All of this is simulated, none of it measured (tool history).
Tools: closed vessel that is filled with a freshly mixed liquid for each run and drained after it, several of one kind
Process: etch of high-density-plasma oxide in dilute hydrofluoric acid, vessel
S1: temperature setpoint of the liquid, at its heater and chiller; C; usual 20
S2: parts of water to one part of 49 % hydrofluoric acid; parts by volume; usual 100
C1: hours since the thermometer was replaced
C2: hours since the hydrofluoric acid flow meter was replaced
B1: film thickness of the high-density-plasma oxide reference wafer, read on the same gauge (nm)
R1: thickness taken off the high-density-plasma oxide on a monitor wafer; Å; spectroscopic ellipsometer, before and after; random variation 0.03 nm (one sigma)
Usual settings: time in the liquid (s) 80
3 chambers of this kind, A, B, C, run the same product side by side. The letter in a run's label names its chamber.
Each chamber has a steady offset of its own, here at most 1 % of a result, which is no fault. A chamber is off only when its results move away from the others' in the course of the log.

Run 1C, day 0.421: usual settings; C1 630.1; C2 188.4; B1 109.97. Result: R1 39.232 Å.
Run 2B, day 0.721: usual settings; C1 2316.8; C2 241.2; B1 109.99. Result: R1 39.733 Å.
Run 3A, day 1.171: usual settings; C1 472.9; C2 464.0; B1 110.03. Result: R1 39.240 Å.
Run 4C, day 1.554: usual settings; C1 657.3; C2 215.6; B1 109.99. Result: R1 38.883 Å.
Run 5B, day 1.929: usual settings but S2 80 parts by volume; C1 2345.8; C2 270.2; B1 110.04. Result: R1 50.983 Å.
Run 6A, day 2.438: usual settings but S2 80 parts by volume; C1 503.3; C2 494.4; B1 109.99. Result: R1 51.368 Å.
Run 7C, day 2.708: usual settings but S2 80 parts by volume; C1 685.0; C2 243.3; B1 110.01. Result: R1 50.104 Å.
Run 8A, day 3.142: usual settings; C1 520.2; C2 511.3; B1 110.00. Result: R1 40.022 Å.
Run 9B, day 3.662: usual settings; C1 2387.4; C2 311.8; B1 109.97. Result: R1 39.750 Å.
Run 10B, day 3.967: usual settings; C1 2394.7; C2 319.1; B1 110.01. Result: R1 39.421 Å.
Run 11C, day 4.500: usual settings; C1 728.0; C2 286.3; B1 110.03. Result: R1 39.281 Å.
Run 12A, day 4.775: usual settings; C1 559.4; C2 550.5; B1 110.02. Result: R1 40.148 Å.
Run 13C, day 5.329: usual settings; C1 747.9; C2 306.2; B1 109.99. Result: R1 39.044 Å.
Run 14B, day 5.888: usual settings but S1 24 C, S2 140 parts by volume; C1 2440.8; C2 365.2; B1 110.00. Result: R1 31.722 Å.
Run 15A, day 6.175: usual settings but S1 24 C, S2 140 parts by volume; C1 593.0; C2 584.1; B1 110.00. Result: R1 31.891 Å.
Run 16B, day 6.654: usual settings but S1 24 C, S2 140 parts by volume; C1 2459.2; C2 383.6; B1 109.99. Result: R1 31.704 Å.
Run 17C, day 7.138: usual settings; C1 791.3; C2 349.6; B1 110.05. Result: R1 38.840 Å.
Run 18A, day 7.550: usual settings but S2 70 parts by volume, time in the liquid (s) 40; C1 626.0; C2 617.1; B1 110.02. Result: R1 30.757 Å.
Run 19C, day 7.888: usual settings but S2 70 parts by volume, time in the liquid (s) 40; C1 809.3; C2 367.6; B1 109.98. Result: R1 29.173 Å.
Run 20A, day 8.279: usual settings but S2 70 parts by volume, time in the liquid (s) 40; C1 643.5; C2 634.6; B1 110.02. Result: R1 31.167 Å.
Run 21B, day 8.546: usual settings but S1 23 C, time in the liquid (s) 35; C1 2504.6; C2 429.0; B1 110.00. Result: R1 19.836 Å.
Run 22B, day 8.971: usual settings but S1 23 C, time in the liquid (s) 35; C1 2514.8; C2 439.2; B1 110.00. Result: R1 19.587 Å.

Next, every chamber runs the same settings. What will each give?
Run 23A, day 9.383: usual settings. Result: R1 ?.
Run 23B, day 9.383: usual settings. Result: R1 ?.
Run 23C, day 9.383: usual settings. Result: R1 ?.

run      R1
23A  41.766
23B  40.133
23C  39.499
